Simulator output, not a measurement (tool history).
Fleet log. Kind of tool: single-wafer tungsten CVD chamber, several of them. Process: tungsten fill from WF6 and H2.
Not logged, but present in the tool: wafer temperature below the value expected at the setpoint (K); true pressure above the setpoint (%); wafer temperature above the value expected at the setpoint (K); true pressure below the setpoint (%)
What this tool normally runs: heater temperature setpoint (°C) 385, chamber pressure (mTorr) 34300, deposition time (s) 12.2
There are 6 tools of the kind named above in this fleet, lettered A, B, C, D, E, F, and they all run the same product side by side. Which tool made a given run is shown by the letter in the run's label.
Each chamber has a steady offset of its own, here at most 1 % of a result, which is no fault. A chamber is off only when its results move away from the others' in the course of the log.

| run | hour | heater temperature setpoint (°C) | chamber pressure (mTorr) | deposition time (s) | hours since the last thermocouple change | hours since the last manometer calibration | read-back reference wafer on the same gauge, thickness_nm | mean film thickness on the monitor wafer (angstrom) |
|---|---|---|---|---|---|---|---|---|
| 1C | 3.2 | 385 | 34300 | 12.2 | 746.8 | 836.2 | 28.904 | 285.89 |
| 2E | 7.2 | 385 | 34300 | 12.2 | 15.8 | 333 | 28.895 | 283 |
| 3A | 11.7 | 385 | 34300 | 12.2 | 226.6 | 79.6 | 28.89 | 282.22 |
|  | 14.9 | chamber D: capacitance manometer re-zeroed and calibrated |
| 4B | 17.5 | 385 | 34300 | 12.2 | 1094.9 | 376.8 | 28.916 | 284.17 |
| 5F | 23.6 | 385 | 42600 | 12.2 | 1241.4 | 206.1 | 28.902 | 313.3 |
| 6D | 28.9 | 385 | 42600 | 12.2 | 527.7 | 14 | 28.906 | 313.53 |
| 7E | 35 | 385 | 42600 | 12.2 | 43.6 | 360.8 | 28.894 | 312.11 |
| 8D | 39.3 | 385 | 42600 | 12.2 | 538.1 | 24.4 | 28.903 | 308.4 |
| 9B | 43.6 | 385 | 42600 | 12.2 | 1121 | 402.9 | 28.895 | 312.3 |
| 10A | 48.8 | 385 | 42600 | 12.2 | 263.7 | 116.7 | 28.908 | 311.62 |
| 11C | 54.8 | 385 | 34300 | 12.2 | 798.4 | 887.8 | 28.876 | 281.28 |
| 12F | 59.6 | 385 | 34300 | 12.2 | 1277.4 | 242.1 | 28.911 | 287.43 |
| 13D | 65 | 385 | 34300 | 12.2 | 563.8 | 50.1 | 28.888 | 279.93 |
| 14E | 70.5 | 385 | 41000 | 12.2 | 79.1 | 396.3 | 28.907 | 305.92 |
| 15B | 73.8 | 385 | 41000 | 12.2 | 1151.2 | 433.1 | 28.882 | 307.58 |
| 16F | 77.7 | 385 | 41000 | 12.2 | 1295.5 | 260.2 | 28.897 | 313.51 |
| 17A | 81.1 | 385 | 41000 | 12.2 | 296 | 149 | 28.918 | 307.67 |
| 18C | 87.4 | 385 | 41000 | 12.2 | 831 | 920.4 | 28.869 | 309.62 |
| 19A | 92.6 | 385 | 41000 | 12.2 | 307.5 | 160.5 | 28.907 | 305.41 |
| 20F | 96.6 | 385 | 34300 | 12.2 | 1314.4 | 279.1 | 28.897 | 287.09 |
| 21E | 100.6 | 385 | 34300 | 12.2 | 109.2 | 426.4 | 28.874 | 282.46 |
| 22B | 105 | 385 | 34300 | 12.2 | 1182.4 | 464.3 | 28.903 | 283.12 |
| 23D | 111.2 | 385 | 27200 | 12.2 | 610 | 96.3 | 28.908 | 252.4 |
| 24C | 115.1 | 385 | 27200 | 12.2 | 858.7 | 948.1 | 28.919 | 254.78 |
| 25F | 117.9 | 385 | 27200 | 12.2 | 1335.7 | 300.4 | 28.89 | 262.28 |
| 26B | 122 | 385 | 27200 | 12.2 | 1199.4 | 481.3 | 28.895 | 253.83 |
| 27D | 126.2 | 385 | 27200 | 12.2 | 625 | 111.3 | 28.875 | 253.15 |
| 28E | 130.1 | 385 | 27200 | 12.2 | 138.7 | 455.9 | 28.907 | 252.93 |
| 29A | 134.8 | 385 | 34300 | 12.2 | 349.7 | 202.7 | 28.94 | 282.01 |
| 30C | 138 | 385 | 34300 | 12.2 | 881.6 | 971 | 28.929 | 284.39 |
| 31E | 141.6 | 385 | 34300 | 12.2 | 150.2 | 467.4 | 28.881 | 282.41 |
| 32D | 145.1 | 385 | 34300 | 12.2 | 643.9 | 130.2 | 28.872 | 282.6 |
| 33F | 149 | 385 | 34300 | 12.2 | 1366.8 | 331.5 | 28.912 | 293.31 |
| 34A | 153.8 | 385 | 34300 | 12.2 | 368.7 | 221.7 | 28.899 | 281.09 |
| 35C | 159.2 | 385 | 34300 | 12.2 | 902.8 | 992.2 | 28.899 | 285.02 |
| 36B | 163.1 | 385 | 34300 | 12.2 | 1240.5 | 522.4 | 28.927 | 284.42 |
| 37A | 167.7 | 385 | 34300 | 12.2 | 382.6 | 235.6 | 28.888 | 282.38 |
| 38E | 171.3 | 385 | 34300 | 12.2 | 179.9 | 497.1 | 28.893 | 281.69 |
| 39F | 176.8 | 385 | 34300 | 12.2 | 1394.6 | 359.3 | 28.883 | 296.36 |
| 40D | 181.8 | 385 | 34300 | 12.2 | 680.6 | 166.9 | 28.909 | 282.17 |

Read the log: is a single chamber off, either drifting away or since a service, is the gauge that measures every chamber drifting, or is nothing wrong beyond small per-chamber offsets? Name any odd chamber and what most likely caused it.

Chamber F drifts away from the others.
Most likely cause: wafer temperature above the value expected at the setpoint (K) = 2.56.

Which of the 4 candidates below, each the usual settings with something changed and its results left as question marks, puts chamber F back in line with what the other chambers give on the usual settings?
A result is in line if it is within this distance of the other chambers' mean on the usual settings: mean film thickness on the monitor wafer (angstrom) 4.4
| 41F-1 | 186.5 | 383 | 34300 | 12 |  |  |  | ? |
| 41F-2 | 186.5 | 384 | 34200 | 12.1 |  |  |  | ? |
| 41F-3 | 186.5 | 386 | 34300 | 12.2 |  |  |  | ? |
| 41F-4 | 186.5 | 385 | 35300 | 12.7 |  |  |  | ? |

Other chambers, usual settings, mean: mean film thickness on the monitor wafer (angstrom) 282.67
| run | mean film thickness on the monitor wafer (angstrom) |
|---|---|
| 41F-1 | 281 |
| 41F-2 | 288.64 |
| 41F-3 | 303.2 |
| 41F-4 | 313.73 |
41F-1 brings the chamber back in line.

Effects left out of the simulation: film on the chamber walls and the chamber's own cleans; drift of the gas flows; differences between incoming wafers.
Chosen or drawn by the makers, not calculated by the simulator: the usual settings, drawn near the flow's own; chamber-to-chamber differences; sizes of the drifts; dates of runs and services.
